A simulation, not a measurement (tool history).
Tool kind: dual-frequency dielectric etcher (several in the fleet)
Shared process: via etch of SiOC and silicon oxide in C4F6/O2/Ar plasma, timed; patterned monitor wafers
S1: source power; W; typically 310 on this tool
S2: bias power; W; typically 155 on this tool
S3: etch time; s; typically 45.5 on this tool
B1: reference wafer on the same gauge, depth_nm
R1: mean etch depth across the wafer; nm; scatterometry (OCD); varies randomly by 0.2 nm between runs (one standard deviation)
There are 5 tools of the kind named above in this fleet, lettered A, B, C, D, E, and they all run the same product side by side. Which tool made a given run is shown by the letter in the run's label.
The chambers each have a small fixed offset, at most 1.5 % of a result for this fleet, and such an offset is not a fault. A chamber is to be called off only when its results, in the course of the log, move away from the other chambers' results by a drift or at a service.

run,day,S1,S2,S3,B1,R1
1D,0.538,310,155,45.5,37.670,45.230
2A,0.996,310,155,45.5,37.731,44.691
3E,1.317,310,155,45.5,37.669,45.004
4C,1.633,310,155,45.5,37.690,45.256
5B,1.962,310,155,45.5,37.708,44.388
6C,2.442,370,155,58.0,37.680,61.013
7E,2.979,370,155,58.0,37.714,61.382
# day 3.196: chamber A: bias power generator calibrated
8D,3.379,370,155,58.0,37.709,61.312
9B,3.642,370,155,58.0,37.651,60.224
10A,3.892,370,155,58.0,37.714,61.326
11C,4.288,310,155,45.5,37.698,44.658
12E,4.617,270,155,45.5,37.727,42.518
13D,5.042,270,155,45.5,37.691,42.562
14B,5.317,270,155,45.5,37.732,42.254
15A,5.871,270,155,45.5,37.727,42.626
16A,6.200,270,155,45.5,37.729,42.684
17C,6.483,310,155,45.5,37.650,44.836
18E,6.796,310,155,45.5,37.727,44.825
19B,7.312,310,155,45.5,37.702,44.261
20D,7.629,310,155,45.5,37.727,45.159
# day 7.862: chamber E: wet clean of the chamber
21D,8.100,310,155,45.5,37.708,45.081
22B,8.521,310,155,45.5,37.706,44.043
# day 8.554: chamber B: wet clean of the chamber
# day 8.604: chamber C: wet clean of the chamber
23A,8.992,310,190,45.5,37.710,49.119
24C,9.242,310,190,45.5,37.700,48.268
25E,9.783,310,190,45.5,37.699,47.862
26C,10.054,310,190,45.5,37.678,47.581
27D,10.596,310,190,45.5,37.687,48.279
28A,10.896,310,155,45.5,37.712,45.983
29E,11.167,310,155,45.5,37.709,45.220
30B,11.654,310,155,45.5,37.684,44.253
31B,12.025,310,155,45.5,37.711,44.380
32C,12.554,310,155,45.5,37.687,44.858
33D,13.038,270,128,45.5,37.676,40.023
34E,13.408,270,128,45.5,37.695,39.626

All 5 chambers run these settings next. Forecast each chamber's results:
35A,13.808,250,155,45.5,,?
35B,13.808,250,155,45.5,,?
35C,13.808,250,155,45.5,,?
35D,13.808,250,155,45.5,,?
35E,13.808,250,155,45.5,,?

run,R1
35A,42.891
35B,40.941
35C,41.245
35D,41.502
35E,41.282
